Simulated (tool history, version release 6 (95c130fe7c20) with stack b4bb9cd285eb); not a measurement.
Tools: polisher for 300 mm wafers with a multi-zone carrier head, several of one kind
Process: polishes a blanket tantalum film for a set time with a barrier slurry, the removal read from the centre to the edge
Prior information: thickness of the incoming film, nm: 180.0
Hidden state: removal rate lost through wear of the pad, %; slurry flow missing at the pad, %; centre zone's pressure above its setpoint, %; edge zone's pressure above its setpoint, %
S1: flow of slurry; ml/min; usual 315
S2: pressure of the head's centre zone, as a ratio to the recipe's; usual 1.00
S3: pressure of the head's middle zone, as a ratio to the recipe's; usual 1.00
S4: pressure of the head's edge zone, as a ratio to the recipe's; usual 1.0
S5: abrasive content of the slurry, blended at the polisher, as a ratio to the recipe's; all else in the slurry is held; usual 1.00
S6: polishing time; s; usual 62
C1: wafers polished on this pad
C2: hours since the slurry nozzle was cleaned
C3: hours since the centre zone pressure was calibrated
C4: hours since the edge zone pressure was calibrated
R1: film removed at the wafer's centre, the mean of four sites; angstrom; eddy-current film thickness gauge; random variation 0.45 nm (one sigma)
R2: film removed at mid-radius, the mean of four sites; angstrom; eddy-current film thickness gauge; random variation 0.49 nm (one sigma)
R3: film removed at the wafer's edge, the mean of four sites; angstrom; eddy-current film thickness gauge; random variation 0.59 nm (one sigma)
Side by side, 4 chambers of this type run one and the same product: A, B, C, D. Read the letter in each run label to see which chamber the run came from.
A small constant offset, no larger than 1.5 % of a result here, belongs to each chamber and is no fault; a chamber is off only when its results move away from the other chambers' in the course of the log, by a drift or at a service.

run   hour   S1    S2    S3   S4    S5  S6   C1     C2      C3     C4      R1      R2      R3
 1C    7.3  315  1.00  1.00  1.0  1.00  62  641   89.1   692.7  146.9  592.55  601.91  582.60
      12.1  -- chamber A: worn pad replaced by a new one
 2B   15.2  315  1.00  1.00  1.0  1.00  62  805  202.9   420.5  518.6  591.48  599.76  595.35
      26.6  -- chamber B: worn pad replaced by a new one
 3A   31.0  315  1.00  1.00  1.0  1.00  62  183  159.9   247.3  277.1  599.44  598.37  603.21
      34.1  -- chamber C: worn pad replaced by a new one
 4D   44.5  315  1.00  1.00  1.0  1.00  62  775  145.0   978.3  301.1  603.59  598.43  601.93
 5D   59.1  315  1.00  1.00  1.0  1.00  62  916  159.6   992.9  315.7  605.72  591.95  608.57
      65.5  -- chamber D: worn pad replaced by a new one
 6C   74.9  315  1.00  1.00  1.0  1.00  62  395  156.7   760.3  214.5  595.95  609.61  595.26
 7B   83.7  315  1.00  1.00  1.0  1.00  62  552  271.4   489.0  587.1  595.86  593.38  597.79
      88.6  -- chamber A: worn pad replaced by a new one
 8A   97.1  315  1.00  1.00  1.0  1.00  62   82  226.0   313.4  343.2  597.43  598.45  591.74
 9A  106.6  315  1.00  0.93  1.0  1.00  62  174  235.5   322.9  352.7  590.01  561.51  593.74
     111.3  -- chamber B: worn pad replaced by a new one
10D  117.9  315  1.00  0.93  1.0  1.00  62  507  218.4  1051.7  374.5  600.49  568.69  597.99
11C  125.4  315  1.00  0.93  1.0  1.00  62  883  207.2   810.8  265.0  597.72  550.84  594.47
     129.4  -- chamber C: worn pad replaced by a new one
12B  136.8  315  1.00  0.93  1.0  1.00  62  246  324.5   542.1  640.2  602.59  554.90  589.32
13D  144.6  315  1.00  1.00  1.0  1.00  62  765  245.1  1078.4  401.2  603.30  599.41  595.00
14C  154.6  315  1.00  1.00  1.0  1.00  62  244  236.4   840.0  294.2  603.51  598.57  583.92
     161.4  -- chamber D: worn pad replaced by a new one
15A  165.5  315  1.00  1.00  1.0  1.00  62  744  294.4   381.8  411.6  599.20  588.25  592.93
16B  173.0  315  1.00  1.00  1.0  1.00  62  597  360.7   578.3  676.4  606.17  601.93  604.11
     173.6  -- chamber A: worn pad replaced by a new one
17B  183.5  415  1.00  1.00  1.0  1.00  62  698  371.2   588.8  686.9  615.29  615.88  611.68
     190.4  -- chamber B: worn pad replaced by a new one
18D  194.2  415  1.00  1.00  1.0  1.00  62  317  294.7  1128.0  450.8  613.41  611.24  616.33
     198.7  -- chamber A: slurry nozzle cleaned
     202.0  -- chamber A: edge zone pressure recalibrated
19A  209.8  415  1.00  1.00  1.0  1.00  62  350   11.2   426.1    7.9  618.29  611.71  604.22
     216.3  -- chamber C: edge zone pressure recalibrated
20C  221.7  415  1.00  1.00  1.0  1.00  62  893  303.5   907.1    5.4  616.34  618.70  595.16
     223.9  -- chamber C: worn pad replaced by a new one
21A  233.7  315  1.00  1.00  1.0  1.00  62  581   35.1   450.0   31.8  598.05  597.33  596.21
22D  244.3  315  1.00  1.00  1.0  1.00  62  802  344.8  1178.1  500.9  602.23  603.92  598.20
     253.0  -- chamber A: worn pad replaced by a new one
23B  254.2  210  1.00  1.00  1.0  0.75  62  617  441.9   659.5  757.6  531.56  520.08  530.30
24C  263.8  210  1.00  1.00  1.0  0.75  62  386  345.6   949.2   47.5  523.71  529.28  528.79
     270.6  -- chamber B: slurry nozzle cleaned
     275.3  -- chamber D: worn pad replaced by a new one
25C  277.5  210  1.00  1.00  1.0  0.75  62  518  359.3   962.9   61.2  530.05  529.26  509.61
     285.8  -- chamber D: centre zone pressure recalibrated
     291.9  -- chamber B: worn pad replaced by a new one
26A  291.9  210  1.00  1.00  1.0  0.75  62  376   93.3   508.2   90.0  521.00  531.51  527.22
27B  299.5  315  1.00  1.00  1.0  1.00  62   73   29.0   704.8  802.9  621.94  596.65  589.60
     304.0  -- chamber C: worn pad replaced by a new one
28D  310.6  315  1.00  1.00  1.0  1.00  62  342  411.1    24.8  567.2  605.86  607.26  601.35
29B  322.9  315  1.00  1.00  1.0  1.00  62  300   52.4   728.2  826.3  620.91  594.26  602.00
30C  332.5  395  1.00  1.00  1.1  1.00  62  276  414.3  1017.9  116.2  618.12  607.63  621.75
     340.0  -- chamber A: worn pad replaced by a new one
31A  344.9  395  1.00  1.00  1.1  1.00  62   48  146.3   561.2  143.0  610.16  604.38  627.09
32D  357.2  395  1.00  1.00  1.1  1.00  62  793  457.7    71.4  613.8  613.92  610.03  639.99
33C  370.8  395  1.00  1.00  1.1  1.00  62  646  452.6  1056.2  154.5  615.65  611.50  637.91
     379.3  -- chamber B: worn pad replaced by a new one
     382.8  -- chamber D: worn pad replaced by a new one
34B  384.2  315  1.00  1.00  1.0  1.00  62   47  113.7   789.5  887.6  635.64  589.87  590.55
35D  397.3  315  1.00  1.00  1.0  1.00  62  140  497.8   111.5  653.9  602.37  598.61  605.73
36A  410.6  315  1.00  1.00  1.0  1.00  62  683  212.0   626.9  208.7  592.32  600.58  593.63
37A  418.9  315  1.00  1.00  1.0  1.00  62  764  220.3   635.2  217.0  606.26  602.95  604.43
38B  434.7  315  1.00  1.00  1.0  1.00  62  536  164.2   840.0  938.1  631.25  594.08  590.14
39D  446.9  315  1.00  1.00  1.0  1.00  62  620  547.4   161.1  703.5  597.01  604.76  599.67

For the next run the whole fleet of 4 chambers uses the same settings. Give each chamber's results:
40A  458.5  315  1.09  1.00  1.0  1.00  62                   ?   ?   ?
40B  458.5  315  1.09  1.00  1.0  1.00  62                   ?   ?   ?
40C  458.5  315  1.09  1.00  1.0  1.00  62                   ?   ?   ?
40D  458.5  315  1.09  1.00  1.0  1.00  62                   ?   ?   ?

run      R1      R2      R3
40A  659.07  598.86  599.29
40B  707.07  606.32  593.22
40C  655.61  596.52  573.88
40D  663.34  599.09  592.16
